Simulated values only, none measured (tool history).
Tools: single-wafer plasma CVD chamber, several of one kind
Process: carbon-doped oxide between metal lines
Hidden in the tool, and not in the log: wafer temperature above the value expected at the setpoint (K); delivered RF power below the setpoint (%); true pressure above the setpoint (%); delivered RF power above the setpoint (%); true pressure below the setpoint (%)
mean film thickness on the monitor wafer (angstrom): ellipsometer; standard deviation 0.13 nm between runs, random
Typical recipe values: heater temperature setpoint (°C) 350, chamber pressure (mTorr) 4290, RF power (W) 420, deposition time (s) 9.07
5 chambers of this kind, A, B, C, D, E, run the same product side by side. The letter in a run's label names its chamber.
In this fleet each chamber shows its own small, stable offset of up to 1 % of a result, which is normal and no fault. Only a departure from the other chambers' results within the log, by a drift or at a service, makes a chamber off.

| run | day | heater temperature setpoint (°C) | chamber pressure (mTorr) | RF power (W) | deposition time (s) | hours since the last thermocouple change | hours since the last RF generator calibration | hours since the last manometer calibration | read-back reference wafer on the same gauge, thickness_nm | mean film thickness on the monitor wafer (angstrom) |
|---|---|---|---|---|---|---|---|---|---|---|
| 1B | 0.154 | 350 | 4290 | 420 | 9.07 | 1645.5 | 1194.3 | 1099.6 | 43.688 | 409.31 |
| 2C | 0.342 | 350 | 4290 | 420 | 9.07 | 212.5 | 199.8 | 19.9 | 43.713 | 411.77 |
| 3E | 0.529 | 350 | 4290 | 420 | 9.07 | 1248.3 | 959.6 | 663.6 | 43.718 | 410.15 |
| 4D | 0.692 | 350 | 4290 | 420 | 9.07 | 768.7 | 575.2 | 89.3 | 43.705 | 406.44 |
| 5A | 0.842 | 350 | 4290 | 420 | 9.07 | 2230.9 | 1373.6 | 598.4 | 43.714 | 411.28 |
| 6A | 1.025 | 350 | 4290 | 420 | 9.07 | 2235.3 | 1378.0 | 602.8 | 43.689 | 410.85 |
| 7D | 1.221 | 350 | 4290 | 420 | 9.07 | 781.4 | 587.9 | 102.0 | 43.689 | 406.63 |
| 8C | 1.388 | 350 | 3480 | 420 | 10.10 | 237.6 | 224.9 | 45.0 | 43.710 | 448.94 |
| 9E | 1.521 | 350 | 3480 | 420 | 10.10 | 1272.1 | 983.4 | 687.4 | 43.710 | 443.14 |
| 10B | 1.688 | 350 | 3480 | 420 | 10.10 | 1682.3 | 1231.1 | 1136.4 | 43.705 | 443.05 |
| 11C | 1.896 | 350 | 3480 | 420 | 10.10 | 249.8 | 237.1 | 57.2 | 43.702 | 448.34 |
| 12A | 2.104 | 350 | 3480 | 420 | 10.10 | 2261.2 | 1403.9 | 628.7 | 43.707 | 446.82 |
| 13E | 2.300 | 350 | 4290 | 420 | 9.07 | 1290.8 | 1002.1 | 706.1 | 43.703 | 409.40 |
| 14B | 2.467 | 350 | 4290 | 420 | 9.07 | 1701.0 | 1249.8 | 1155.1 | 43.703 | 407.12 |
| 15D | 2.688 | 350 | 4290 | 420 | 9.07 | 816.6 | 623.1 | 137.2 | 43.742 | 407.60 |
| 16E | 2.800 | 350 | 4290 | 420 | 9.07 | 1302.8 | 1014.1 | 718.1 | 43.691 | 409.58 |
| 17B | 2.988 | 350 | 4290 | 420 | 9.07 | 1713.5 | 1262.3 | 1167.6 | 43.705 | 407.48 |
| 18C | 3.117 | 350 | 4290 | 420 | 9.07 | 279.1 | 266.4 | 86.5 | 43.707 | 413.69 |
| 19D | 3.262 | 362 | 4290 | 420 | 9.07 | 830.4 | 636.9 | 151.0 | 43.676 | 391.67 |
| 20A | 3.412 | 362 | 4290 | 420 | 9.07 | 2292.6 | 1435.3 | 660.1 | 43.706 | 398.15 |
| 21C | 3.554 | 362 | 4290 | 420 | 9.07 | 289.6 | 276.9 | 97.0 | 43.702 | 396.67 |
| 22B | 3.771 | 362 | 4290 | 420 | 9.07 | 1732.3 | 1281.1 | 1186.4 | 43.753 | 398.50 |
| 23D | 4.000 | 362 | 4290 | 420 | 9.07 | 848.1 | 654.6 | 168.7 | 43.663 | 393.88 |
| 24E | 4.133 | 350 | 4290 | 420 | 9.07 | 1334.8 | 1046.1 | 750.1 | 43.705 | 409.80 |
| 25A | 4.321 | 350 | 4290 | 420 | 9.07 | 2314.4 | 1457.1 | 681.9 | 43.682 | 408.62 |
| 26A | 4.542 | 350 | 4290 | 420 | 9.07 | 2319.7 | 1462.4 | 687.2 | 43.686 | 409.70 |
| 27B | 4.667 | 350 | 4290 | 420 | 9.07 | 1753.8 | 1302.6 | 1207.9 | 43.695 | 410.13 |
| 28E | 4.858 | 350 | 4290 | 420 | 9.07 | 1352.2 | 1063.5 | 767.5 | 43.706 | 407.93 |
| 29D | 5.067 | 345 | 4290 | 470 | 9.07 | 873.7 | 680.2 | 194.3 | 43.679 | 445.32 |
| 30C | 5.254 | 345 | 4290 | 470 | 9.07 | 330.4 | 317.7 | 137.8 | 43.703 | 452.90 |
| 31B | 5.362 | 345 | 4290 | 470 | 9.07 | 1770.5 | 1319.3 | 1224.6 | 43.704 | 452.46 |
| 32A | 5.517 | 345 | 4290 | 470 | 9.07 | 2343.1 | 1485.8 | 710.6 | 43.680 | 453.45 |
| 33C | 5.638 | 345 | 4290 | 470 | 9.07 | 339.6 | 326.9 | 147.0 | 43.704 | 454.59 |
| 34D | 5.817 | 350 | 4290 | 420 | 9.07 | 891.7 | 698.2 | 212.3 | 43.716 | 402.24 |
| 35E | 6.021 | 350 | 4290 | 420 | 9.07 | 1380.1 | 1091.4 | 795.4 | 43.691 | 410.41 |
| 36A | 6.158 | 350 | 4290 | 420 | 9.07 | 2358.5 | 1501.2 | 726.0 | 43.671 | 409.25 |
| 37C | 6.379 | 350 | 4290 | 420 | 9.07 | 357.4 | 344.7 | 164.8 | 43.713 | 411.74 |
| 38B | 6.517 | 350 | 4290 | 420 | 9.07 | 1798.2 | 1347.0 | 1252.3 | 43.679 | 408.68 |
| 39E | 6.729 | 350 | 4290 | 420 | 9.07 | 1397.1 | 1108.4 | 812.4 | 43.679 | 407.74 |
| 40D | 6.921 | 350 | 3690 | 345 | 9.07 | 918.2 | 724.7 | 238.8 | 43.676 | 338.13 |
| 41E | 7.038 | 350 | 3690 | 345 | 9.07 | 1404.5 | 1115.8 | 819.8 | 43.700 | 347.13 |
| 42C | 7.208 | 350 | 3690 | 345 | 9.07 | 377.3 | 364.6 | 184.7 | 43.723 | 349.14 |
| 43A | 7.329 | 350 | 3690 | 345 | 9.07 | 2386.6 | 1529.3 | 754.1 | 43.696 | 344.47 |
| 44B | 7.500 | 350 | 3690 | 345 | 9.07 | 1821.8 | 1370.6 | 1275.9 | 43.706 | 345.23 |

Is one chamber out of step, is the gauge drifting, or do the chambers differ by no more than their own small offsets? For an off chamber, give its letter and the likeliest cause.

It is chamber D that slowly wanders off from its peers.
Cause: delivered RF power below the setpoint (%) = 2.97.

Which of the 4 candidates below, each the usual settings with something changed and its results left as question marks, puts chamber D back in line with what the other chambers give on the usual settings?
In line here means within this much of the mean the other chambers give on the usual settings: mean film thickness on the monitor wafer (angstrom) 4.40
| 45D-1 | 7.667 | 351 | 4260 | 410 | 8.76 |  |  |  |  | ? |
| 45D-2 | 7.667 | 350 | 4340 | 420 | 9.57 |  |  |  |  | ? |
| 45D-3 | 7.667 | 350 | 4240 | 405 | 9.07 |  |  |  |  | ? |
| 45D-4 | 7.667 | 350 | 4290 | 425 | 9.25 |  |  |  |  | ? |

The mean the other chambers reach with the usual settings: mean film thickness on the monitor wafer (angstrom) 410.31
| run | mean film thickness on the monitor wafer (angstrom) |
|---|---|
| 45D-1 | 377.31 |
| 45D-2 | 421.22 |
| 45D-3 | 387.79 |
| 45D-4 | 410.26 |
45D-4 brings the chamber back in line.
